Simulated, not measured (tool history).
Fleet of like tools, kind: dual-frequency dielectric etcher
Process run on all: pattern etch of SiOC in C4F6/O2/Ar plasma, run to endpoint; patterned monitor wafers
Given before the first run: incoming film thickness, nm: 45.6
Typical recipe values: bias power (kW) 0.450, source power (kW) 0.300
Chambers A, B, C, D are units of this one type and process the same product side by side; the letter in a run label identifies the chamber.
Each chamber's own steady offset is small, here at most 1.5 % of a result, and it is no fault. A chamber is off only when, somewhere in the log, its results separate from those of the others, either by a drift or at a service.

Run 1D, hour 4.8: usual settings. Result: endpoint time (s) 17.634.
At hour 5.6: chamber A: wet clean of the chamber.
Run 2C, hour 8.7: usual settings. Result: endpoint time (s) 17.642.
Run 3B, hour 13.7: usual settings. Result: endpoint time (s) 17.877.
Run 4A, hour 17.6: usual settings. Result: endpoint time (s) 17.649.
Run 5B, hour 22.5: usual settings. Result: endpoint time (s) 17.736.
Run 6D, hour 26.2: usual settings. Result: endpoint time (s) 17.698.
Run 7A, hour 28.7: usual settings. Result: endpoint time (s) 17.688.
Run 8C, hour 31.0: usual settings. Result: endpoint time (s) 17.557.
Run 9C, hour 36.1: usual settings. Result: endpoint time (s) 17.624.
Run 10D, hour 41.3: usual settings. Result: endpoint time (s) 17.680.
Run 11A, hour 45.8: usual settings. Result: endpoint time (s) 17.780.
Run 12B, hour 49.6: usual settings but bias power (kW) 0.400, source power (kW) 0.330. Result: endpoint time (s) 18.005.
Run 13D, hour 52.5: usual settings but bias power (kW) 0.400, source power (kW) 0.330. Result: endpoint time (s) 18.080.
Run 14C, hour 57.4: usual settings but bias power (kW) 0.400, source power (kW) 0.330. Result: endpoint time (s) 17.490.
Run 15A, hour 61.6: usual settings but bias power (kW) 0.400, source power (kW) 0.330. Result: endpoint time (s) 17.932.
Run 16B, hour 65.2: usual settings. Result: endpoint time (s) 17.647.
Run 17C, hour 68.5: usual settings. Result: endpoint time (s) 17.415.
Run 18B, hour 73.6: usual settings. Result: endpoint time (s) 17.656.
Run 19A, hour 76.2: usual settings but bias power (kW) 0.505, source power (kW) 0.250. Result: endpoint time (s) 18.149.
Run 20D, hour 78.9: usual settings but bias power (kW) 0.505, source power (kW) 0.250. Result: endpoint time (s) 18.469.
Run 21B, hour 82.7: usual settings but bias power (kW) 0.505, source power (kW) 0.250. Result: endpoint time (s) 18.265.
Run 22A, hour 87.0: usual settings but bias power (kW) 0.505, source power (kW) 0.250. Result: endpoint time (s) 18.209.
Run 23D, hour 89.9: usual settings. Result: endpoint time (s) 17.910.
Run 24C, hour 93.5: usual settings. Result: endpoint time (s) 17.440.
Run 25D, hour 96.8: usual settings. Result: endpoint time (s) 18.113.
Run 26C, hour 99.4: usual settings. Result: endpoint time (s) 17.444.
Run 27B, hour 101.9: usual settings. Result: endpoint time (s) 17.827.
At hour 102.6: chamber B: wet clean of the chamber.
Run 28A, hour 105.7: usual settings. Result: endpoint time (s) 17.756.
Run 29D, hour 108.1: usual settings. Result: endpoint time (s) 18.319.
Run 30B, hour 110.8: usual settings but bias power (kW) 0.368, source power (kW) 0.350. Result: endpoint time (s) 18.128.
Run 31C, hour 114.8: usual settings but bias power (kW) 0.368, source power (kW) 0.350. Result: endpoint time (s) 17.802.
Run 32A, hour 119.3: usual settings but bias power (kW) 0.368, source power (kW) 0.350. Result: endpoint time (s) 18.079.
Run 33A, hour 123.5: usual settings but bias power (kW) 0.368, source power (kW) 0.350. Result: endpoint time (s) 17.914.
Run 34D, hour 126.0: usual settings. Result: endpoint time (s) 18.429.
Run 35C, hour 130.9: usual settings. Result: endpoint time (s) 17.426.

Next, all 4 chambers run the settings below, one line each with question marks for the results. What does each chamber give?
Run 36A, hour 134.7: usual settings. Result: endpoint time (s) ?.
Run 36B, hour 134.7: usual settings. Result: endpoint time (s) ?.
Run 36C, hour 134.7: usual settings. Result: endpoint time (s) ?.
Run 36D, hour 134.7: usual settings. Result: endpoint time (s) ?.

run  endpoint time (s)
36A             17.721
36B             17.761
36C             17.632
36D             18.439
